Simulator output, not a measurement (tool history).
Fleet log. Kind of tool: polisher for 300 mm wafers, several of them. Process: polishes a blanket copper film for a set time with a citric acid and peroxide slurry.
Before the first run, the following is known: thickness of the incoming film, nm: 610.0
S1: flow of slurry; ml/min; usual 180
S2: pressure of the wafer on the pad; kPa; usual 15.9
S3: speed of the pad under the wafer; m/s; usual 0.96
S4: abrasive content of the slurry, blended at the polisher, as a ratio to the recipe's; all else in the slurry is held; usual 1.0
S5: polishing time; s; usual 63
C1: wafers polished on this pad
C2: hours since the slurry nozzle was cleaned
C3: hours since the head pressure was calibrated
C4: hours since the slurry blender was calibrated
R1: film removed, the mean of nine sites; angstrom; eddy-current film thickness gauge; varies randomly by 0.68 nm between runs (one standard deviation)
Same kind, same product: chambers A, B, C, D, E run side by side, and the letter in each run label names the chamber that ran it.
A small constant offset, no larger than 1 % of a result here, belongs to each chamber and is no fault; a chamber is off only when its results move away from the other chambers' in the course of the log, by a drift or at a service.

run	day	S1	S2	S3	S4	S5	C1	C2	C3	C4	R1
1E	0.412	180	15.9	0.96	1.0	63	732	153.9	939.0	117.7	907.68
2C	0.675	180	15.9	0.96	1.0	63	1118	446.5	552.1	354.4	898.28
3A	1.050	180	15.9	0.96	1.0	63	869	100.9	145.7	61.5	888.69
4D	1.258	180	15.9	0.96	1.0	63	435	229.6	290.9	418.7	904.08
5B	1.683	180	15.9	0.96	1.0	63	568	102.6	119.7	110.6	901.62
# day 1.971: chamber E: slurry blender recalibrated
# day 1.992: chamber B: worn pad replaced by a new one
6B	2.142	180	15.9	0.96	1.0	63	37	113.6	130.7	121.6	890.14
# day 2.229: chamber B: slurry blender recalibrated
7C	2.542	180	15.9	0.96	1.0	63	1577	491.3	596.9	399.2	891.88
# day 2.638: chamber E: worn pad replaced by a new one
8A	2.942	180	15.9	0.96	1.0	63	1335	146.3	191.1	106.9	885.16
# day 2.954: chamber C: worn pad replaced by a new one
# day 2.958: chamber D: slurry blender recalibrated
9D	3.238	180	15.9	0.96	1.0	63	922	277.1	338.4	6.7	912.66
# day 3.321: chamber A: worn pad replaced by a new one
10E	3.442	180	15.9	0.96	1.0	63	198	226.6	1011.7	35.3	900.73
11B	3.825	180	15.9	0.96	1.0	63	451	154.0	171.1	38.3	890.66
# day 3.971: chamber C: slurry blender recalibrated
12A	4.071	180	15.9	0.96	1.0	63	185	173.4	218.2	134.0	887.91
# day 4.200: chamber E: head pressure recalibrated
# day 4.233: chamber E: slurry nozzle cleaned
# day 4.300: chamber D: worn pad replaced by a new one
13E	4.358	180	15.9	0.96	1.0	63	424	3.0	3.8	57.3	883.29
14C	4.625	180	11.0	0.96	0.8	63	411	541.3	646.9	15.8	602.40
# day 4.792: chamber B: worn pad replaced by a new one
15D	4.942	180	11.0	0.96	0.8	63	158	318.0	379.3	47.6	596.67
16D	5.225	180	11.0	0.96	0.8	63	228	324.8	386.1	54.4	602.81
17A	5.433	180	11.0	0.96	0.8	63	520	206.1	250.9	166.7	603.72
# day 5.717: chamber C: slurry nozzle cleaned
18B	5.858	180	11.0	0.96	0.8	63	262	202.8	219.9	87.1	608.66
19C	6.071	180	15.9	0.96	1.0	63	767	8.5	681.6	50.5	907.98
20E	6.379	180	15.9	0.96	1.0	63	921	51.5	52.3	105.8	892.58
21C	6.650	180	15.9	0.96	1.0	63	909	22.4	695.5	64.4	899.84
22B	6.971	180	15.9	0.96	1.0	63	536	229.5	246.6	113.8	887.57
# day 7.029: chamber E: worn pad replaced by a new one
# day 7.183: chamber B: worn pad replaced by a new one
# day 7.267: chamber B: slurry blender recalibrated
23E	7.350	180	15.9	0.96	1.0	63	79	74.8	75.6	129.1	893.68
24A	7.804	180	15.9	0.96	1.0	63	1103	263.0	307.8	223.6	887.72
25D	8.104	180	15.9	0.86	1.0	70	936	393.9	455.2	123.5	920.00
# day 8.288: chamber E: slurry blender recalibrated
# day 8.412: chamber A: slurry blender recalibrated
26C	8.429	180	15.9	0.86	1.0	70	1347	65.1	738.2	107.1	897.85
27A	8.633	180	15.9	0.86	1.0	70	1307	282.9	327.7	5.3	889.68
28B	8.983	180	15.9	0.86	1.0	70	443	277.8	294.9	41.3	890.86
# day 9.221: chamber C: worn pad replaced by a new one
29E	9.308	180	15.9	0.86	1.0	70	561	121.8	122.6	24.6	896.94
# day 9.483: chamber D: worn pad replaced by a new one
30D	9.725	180	15.9	0.96	1.0	63	60	432.8	494.1	162.4	961.07
# day 9.788: chamber B: worn pad replaced by a new one
# day 9.792: chamber A: worn pad replaced by a new one
31C	10.167	180	15.9	0.96	1.0	63	232	106.8	779.9	148.8	893.59
32D	10.467	180	15.9	0.96	1.0	63	242	450.6	511.9	180.2	974.50
33E	10.767	180	15.9	0.96	1.0	63	920	156.8	157.6	59.6	881.25
34A	11.204	180	15.9	0.96	1.0	63	347	344.6	389.4	67.0	893.44
35B	11.625	180	15.9	0.96	1.0	63	452	341.2	358.3	104.7	892.38
36A	11.942	180	15.9	0.96	1.0	63	529	362.3	407.1	84.7	901.59
37D	12.212	180	15.9	0.96	1.0	63	672	492.5	553.8	222.1	987.04

What goes on in this fleet: one chamber off, a drifting gauge, or nothing beyond the chambers' own small offsets? Name the chamber and the cause, if any.

It is chamber D that slowly wanders off from its peers.
What lies behind it: head's pressure above its setpoint, % = 9.61.

Here are 4 candidates for chamber D's next run, each the usual settings with a change, their results left as question marks. Which one brings its results back in line with what the others give on the usual settings?
In line means no further than this from the other chambers' mean on the usual settings: R1 24.00 angstrom
38D-1	12.542	180	15.9	0.96	1.0	57					?
38D-2	12.542	180	16.5	1.02	1.0	63					?
38D-3	12.542	180	15.9	1.00	1.0	63					?
38D-4	12.542	180	15.9	0.96	0.8	63					?

Other chambers, usual settings, mean: R1 893.37 angstrom
run	R1
38D-1	894.51
38D-2	1092.70
38D-3	1028.00
38D-4	942.63
Change 38D-1 lands the chamber within the allowed miss of the other chambers.
